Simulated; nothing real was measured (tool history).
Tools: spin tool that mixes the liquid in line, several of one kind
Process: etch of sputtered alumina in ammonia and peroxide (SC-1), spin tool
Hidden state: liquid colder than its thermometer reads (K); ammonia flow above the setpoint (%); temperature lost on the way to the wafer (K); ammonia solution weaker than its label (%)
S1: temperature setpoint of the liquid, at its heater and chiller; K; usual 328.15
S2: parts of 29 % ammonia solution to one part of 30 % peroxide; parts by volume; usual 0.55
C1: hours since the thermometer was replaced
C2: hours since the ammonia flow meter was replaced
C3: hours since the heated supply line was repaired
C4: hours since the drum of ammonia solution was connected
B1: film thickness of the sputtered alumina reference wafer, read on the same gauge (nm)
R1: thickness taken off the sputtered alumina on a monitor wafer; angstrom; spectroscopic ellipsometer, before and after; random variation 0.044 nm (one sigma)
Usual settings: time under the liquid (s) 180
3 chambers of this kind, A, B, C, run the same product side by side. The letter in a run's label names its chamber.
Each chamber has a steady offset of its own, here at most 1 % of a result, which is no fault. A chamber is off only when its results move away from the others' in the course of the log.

run 1C day=0.342 | S1=328.15 S2=0.55 time_under_the_liquid_(s)=180 | C1=1481.1 C2=1138 C3=833.6 C4=534.1 | B1=39.998 | R1=124.49
run 2B day=0.5 | S1=328.15 S2=0.55 time_under_the_liquid_(s)=180 | C1=383.7 C2=916.2 C3=1547.2 C4=485 | B1=40.021 | R1=125.14
run 3A day=0.742 | S1=328.15 S2=0.55 time_under_the_liquid_(s)=180 | C1=146.3 C2=636 C3=1352.9 C4=852.1 | B1=39.993 | R1=125.41
run 4A day=0.971 | S1=328.15 S2=0.55 time_under_the_liquid_(s)=180 | C1=151.8 C2=641.5 C3=1358.4 C4=857.6 | B1=39.991 | R1=124.69
run 5C day=1.188 | S1=328.15 S2=0.55 time_under_the_liquid_(s)=180 | C1=1501.4 C2=1158.3 C3=853.9 C4=554.4 | B1=39.987 | R1=123.96
run 6B day=1.404 | S1=328.15 S2=0.55 time_under_the_liquid_(s)=180 | C1=405.4 C2=937.9 C3=1568.9 C4=506.7 | B1=40.005 | R1=124.16
-- day=1.417 chamber B: new drum of ammonia solution connected
run 7A day=1.754 | S1=328.15 S2=0.55 time_under_the_liquid_(s)=180 | C1=170.6 C2=660.3 C3=1377.2 C4=876.4 | B1=40.024 | R1=125.32
run 8B day=2.062 | S1=328.15 S2=0.55 time_under_the_liquid_(s)=180 | C1=421.2 C2=953.7 C3=1584.7 C4=15.5 | B1=39.997 | R1=125.46
run 9C day=2.242 | S1=328.15 S2=0.55 time_under_the_liquid_(s)=180 | C1=1526.7 C2=1183.6 C3=879.2 C4=579.7 | B1=40.008 | R1=123.92
run 10B day=2.525 | S1=328.15 S2=0.55 time_under_the_liquid_(s)=180 | C1=432.3 C2=964.8 C3=1595.8 C4=26.6 | B1=39.992 | R1=124.42
run 11C day=2.871 | S1=328.15 S2=0.55 time_under_the_liquid_(s)=180 | C1=1541.8 C2=1198.7 C3=894.3 C4=594.8 | B1=40.017 | R1=124.2
run 12A day=3.125 | S1=328.15 S2=0.55 time_under_the_liquid_(s)=180 | C1=203.5 C2=693.2 C3=1410.1 C4=909.3 | B1=39.997 | R1=125.77
run 13B day=3.392 | S1=328.15 S2=0.55 time_under_the_liquid_(s)=180 | C1=453.1 C2=985.6 C3=1616.6 C4=47.4 | B1=40.02 | R1=124.74
run 14A day=3.596 | S1=328.15 S2=0.55 time_under_the_liquid_(s)=180 | C1=214.8 C2=704.5 C3=1421.4 C4=920.6 | B1=40 | R1=125.14
run 15C day=3.9 | S1=328.15 S2=0.55 time_under_the_liquid_(s)=180 | C1=1566.5 C2=1223.4 C3=919 C4=619.5 | B1=40.042 | R1=123.32
run 16B day=4.083 | S1=328.15 S2=0.55 time_under_the_liquid_(s)=180 | C1=469.7 C2=1002.2 C3=1633.2 C4=64 | B1=39.975 | R1=124.64
run 17A day=4.271 | S1=328.15 S2=0.65 time_under_the_liquid_(s)=285 | C1=231 C2=720.7 C3=1437.6 C4=936.8 | B1=40.027 | R1=200.41
run 18C day=4.508 | S1=328.15 S2=0.65 time_under_the_liquid_(s)=285 | C1=1581.1 C2=1238 C3=933.6 C4=634.1 | B1=40.013 | R1=197.47
run 19B day=4.775 | S1=328.15 S2=0.65 time_under_the_liquid_(s)=285 | C1=486.3 C2=1018.8 C3=1649.8 C4=80.6 | B1=40 | R1=201.15
run 20C day=5.004 | S1=332.15 S2=0.55 time_under_the_liquid_(s)=180 | C1=1593 C2=1249.9 C3=945.5 C4=646 | B1=40.019 | R1=151.06
-- day=5.196 chamber A: new drum of ammonia solution connected
run 21A day=5.317 | S1=332.15 S2=0.55 time_under_the_liquid_(s)=180 | C1=256.1 C2=745.8 C3=1462.7 C4=2.9 | B1=39.981 | R1=154.11
run 22B day=5.679 | S1=332.15 S2=0.55 time_under_the_liquid_(s)=180 | C1=508 C2=1040.5 C3=1671.5 C4=102.3 | B1=40.006 | R1=154.03
-- day=5.846 chamber A: ammonia flow meter replaced
run 23A day=5.975 | S1=328.15 S2=0.55 time_under_the_liquid_(s)=180 | C1=271.9 C2=3.2 C3=1478.5 C4=18.7 | B1=40.001 | R1=125.58
run 24C day=6.283 | S1=328.15 S2=0.55 time_under_the_liquid_(s)=180 | C1=1623.7 C2=1280.6 C3=976.2 C4=676.7 | B1=39.993 | R1=121.87
run 25C day=6.575 | S1=328.15 S2=0.55 time_under_the_liquid_(s)=180 | C1=1630.7 C2=1287.6 C3=983.2 C4=683.7 | B1=40.007 | R1=120.31
run 26B day=6.904 | S1=328.15 S2=0.45 time_under_the_liquid_(s)=260 | C1=537.4 C2=1069.9 C3=1700.9 C4=131.7 | B1=40.045 | R1=176.52
run 27A day=7.192 | S1=328.15 S2=0.45 time_under_the_liquid_(s)=260 | C1=301.1 C2=32.4 C3=1507.7 C4=47.9 | B1=40.018 | R1=177.67
run 28C day=7.45 | S1=328.15 S2=0.45 time_under_the_liquid_(s)=260 | C1=1651.7 C2=1308.6 C3=1004.2 C4=704.7 | B1=39.983 | R1=170.4
run 29B day=7.758 | S1=328.15 S2=0.55 time_under_the_liquid_(s)=180 | C1=557.9 C2=1090.4 C3=1721.4 C4=152.2 | B1=39.993 | R1=124.99
run 30A day=7.971 | S1=328.15 S2=0.55 time_under_the_liquid_(s)=180 | C1=319.8 C2=51.1 C3=1526.4 C4=66.6 | B1=40.029 | R1=126.31
run 31A day=8.212 | S1=328.15 S2=0.55 time_under_the_liquid_(s)=180 | C1=325.6 C2=56.9 C3=1532.2 C4=72.4 | B1=39.985 | R1=125.09
run 32B day=8.379 | S1=328.15 S2=0.55 time_under_the_liquid_(s)=180 | C1=572.8 C2=1105.3 C3=1736.3 C4=167.1 | B1=39.958 | R1=124.36
run 33C day=8.567 | S1=328.15 S2=0.55 time_under_the_liquid_(s)=180 | C1=1678.5 C2=1335.4 C3=1031 C4=731.5 | B1=40.01 | R1=118.55

All 3 chambers run these settings next. Forecast each chamber's results:
run 34A day=8.829 | S1=328.15 S2=0.55 time_under_the_liquid_(s)=90 | R1=?
run 34B day=8.829 | S1=328.15 S2=0.55 time_under_the_liquid_(s)=90 | R1=?
run 34C day=8.829 | S1=328.15 S2=0.55 time_under_the_liquid_(s)=90 | R1=?

run=34A R1=62.566
run=34B R1=62.293
run=34C R1=58.932

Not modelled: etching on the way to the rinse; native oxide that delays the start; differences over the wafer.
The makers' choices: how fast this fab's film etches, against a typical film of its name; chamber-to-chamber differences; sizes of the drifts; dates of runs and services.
